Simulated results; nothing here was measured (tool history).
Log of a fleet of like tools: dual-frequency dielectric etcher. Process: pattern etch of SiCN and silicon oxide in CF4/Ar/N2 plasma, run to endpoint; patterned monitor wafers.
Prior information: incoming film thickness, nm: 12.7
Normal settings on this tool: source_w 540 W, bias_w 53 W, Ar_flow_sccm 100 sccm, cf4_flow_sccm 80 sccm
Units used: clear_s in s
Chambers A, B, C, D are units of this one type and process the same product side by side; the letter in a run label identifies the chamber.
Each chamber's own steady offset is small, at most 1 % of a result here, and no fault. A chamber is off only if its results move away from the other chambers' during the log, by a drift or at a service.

run 1C hour=7.9 | source_w=540 bias_w=53 Ar_flow_sccm=100 cf4_flow_sccm=80 | clear_s=13.715
run 2D hour=21.3 | source_w=540 bias_w=53 Ar_flow_sccm=100 cf4_flow_sccm=80 | clear_s=13.449
-- hour=25.8 chamber A: wet clean of the chamber
run 3B hour=29.1 | source_w=540 bias_w=53 Ar_flow_sccm=100 cf4_flow_sccm=80 | clear_s=13.572
run 4A hour=38.3 | source_w=540 bias_w=53 Ar_flow_sccm=100 cf4_flow_sccm=80 | clear_s=13.712
run 5B hour=48.8 | source_w=540 bias_w=53 Ar_flow_sccm=100 cf4_flow_sccm=80 | clear_s=13.494
run 6C hour=62.3 | source_w=540 bias_w=53 Ar_flow_sccm=100 cf4_flow_sccm=80 | clear_s=13.556
run 7D hour=69.2 | source_w=540 bias_w=53 Ar_flow_sccm=100 cf4_flow_sccm=80 | clear_s=13.548
run 8A hour=76.6 | source_w=540 bias_w=53 Ar_flow_sccm=100 cf4_flow_sccm=80 | clear_s=13.673
run 9A hour=86.0 | source_w=540 bias_w=53 Ar_flow_sccm=100 cf4_flow_sccm=80 | clear_s=13.626
run 10B hour=96.3 | source_w=540 bias_w=53 Ar_flow_sccm=100 cf4_flow_sccm=80 | clear_s=13.340
run 11D hour=103.4 | source_w=540 bias_w=53 Ar_flow_sccm=100 cf4_flow_sccm=80 | clear_s=13.629
run 12C hour=115.9 | source_w=490 bias_w=53 Ar_flow_sccm=100 cf4_flow_sccm=80 | clear_s=14.883
run 13A hour=124.1 | source_w=490 bias_w=53 Ar_flow_sccm=100 cf4_flow_sccm=80 | clear_s=14.898
run 14D hour=138.5 | source_w=490 bias_w=53 Ar_flow_sccm=100 cf4_flow_sccm=80 | clear_s=14.837
run 15B hour=145.9 | source_w=490 bias_w=53 Ar_flow_sccm=100 cf4_flow_sccm=80 | clear_s=14.744
run 16C hour=153.6 | source_w=540 bias_w=53 Ar_flow_sccm=100 cf4_flow_sccm=80 | clear_s=13.647
run 17A hour=162.0 | source_w=540 bias_w=53 Ar_flow_sccm=100 cf4_flow_sccm=80 | clear_s=13.703
-- hour=169.8 chamber B: wet clean of the chamber
run 18C hour=175.0 | source_w=540 bias_w=53 Ar_flow_sccm=100 cf4_flow_sccm=80 | clear_s=13.679
run 19B hour=189.6 | source_w=540 bias_w=53 Ar_flow_sccm=100 cf4_flow_sccm=80 | clear_s=13.525
run 20D hour=196.2 | source_w=540 bias_w=53 Ar_flow_sccm=100 cf4_flow_sccm=80 | clear_s=13.806
run 21D hour=207.8 | source_w=600 bias_w=53 Ar_flow_sccm=100 cf4_flow_sccm=71 | clear_s=12.815
run 22C hour=217.8 | source_w=600 bias_w=53 Ar_flow_sccm=100 cf4_flow_sccm=71 | clear_s=12.641
run 23B hour=225.2 | source_w=600 bias_w=53 Ar_flow_sccm=100 cf4_flow_sccm=71 | clear_s=12.507
run 24A hour=232.9 | source_w=600 bias_w=53 Ar_flow_sccm=100 cf4_flow_sccm=71 | clear_s=12.609
run 25B hour=239.2 | source_w=540 bias_w=53 Ar_flow_sccm=100 cf4_flow_sccm=80 | clear_s=13.507
run 26D hour=250.2 | source_w=540 bias_w=53 Ar_flow_sccm=100 cf4_flow_sccm=80 | clear_s=14.041
run 27A hour=264.1 | source_w=540 bias_w=53 Ar_flow_sccm=100 cf4_flow_sccm=80 | clear_s=13.638
run 28C hour=277.7 | source_w=540 bias_w=53 Ar_flow_sccm=100 cf4_flow_sccm=80 | clear_s=13.645
run 29A hour=289.5 | source_w=540 bias_w=53 Ar_flow_sccm=100 cf4_flow_sccm=80 | clear_s=13.653
run 30B hour=302.4 | source_w=540 bias_w=53 Ar_flow_sccm=100 cf4_flow_sccm=80 | clear_s=13.472
-- hour=309.0 chamber C: wet clean of the chamber
run 31D hour=310.2 | source_w=540 bias_w=53 Ar_flow_sccm=100 cf4_flow_sccm=80 | clear_s=13.995
run 32C hour=320.1 | source_w=540 bias_w=53 Ar_flow_sccm=100 cf4_flow_sccm=80 | clear_s=13.602
run 33B hour=333.6 | source_w=540 bias_w=53 Ar_flow_sccm=100 cf4_flow_sccm=80 | clear_s=13.494

Read the log: is a single chamber off, either drifting away or since a service, is the gauge that measures every chamber drifting, or is nothing wrong beyond small per-chamber offsets? Name any odd chamber and what most likely caused it.

It is chamber D that slowly wanders off from its peers.
Likeliest cause: etch rate under this chamber's usual, % = 5.42.
The log might look much the same if the cause were instead: source power that arrives under what is set, %.

Which of the 4 candidates below, each the usual settings with something changed and its results left as question marks, puts chamber D back in line with what the other chambers give on the usual settings?
To be in line, a result may differ from the other chambers' mean on the usual settings by at most: clear_s 0.280 s
run 34D-1 hour=344.1 | source_w=540 bias_w=62 Ar_flow_sccm=100 cf4_flow_sccm=80 | clear_s=?
run 34D-2 hour=344.1 | source_w=510 bias_w=53 Ar_flow_sccm=100 cf4_flow_sccm=80 | clear_s=?
run 34D-3 hour=344.1 | source_w=530 bias_w=53 Ar_flow_sccm=100 cf4_flow_sccm=80 | clear_s=?
run 34D-4 hour=344.1 | source_w=550 bias_w=53 Ar_flow_sccm=100 cf4_flow_sccm=80 | clear_s=?

The mean the other chambers reach with the usual settings: clear_s 13.568 s
run=34D-1 clear_s=13.596
run=34D-2 clear_s=15.007
run=34D-3 clear_s=14.505
run=34D-4 clear_s=14.038
34D-1 is the one that brings the chamber's results back in line with the other chambers.
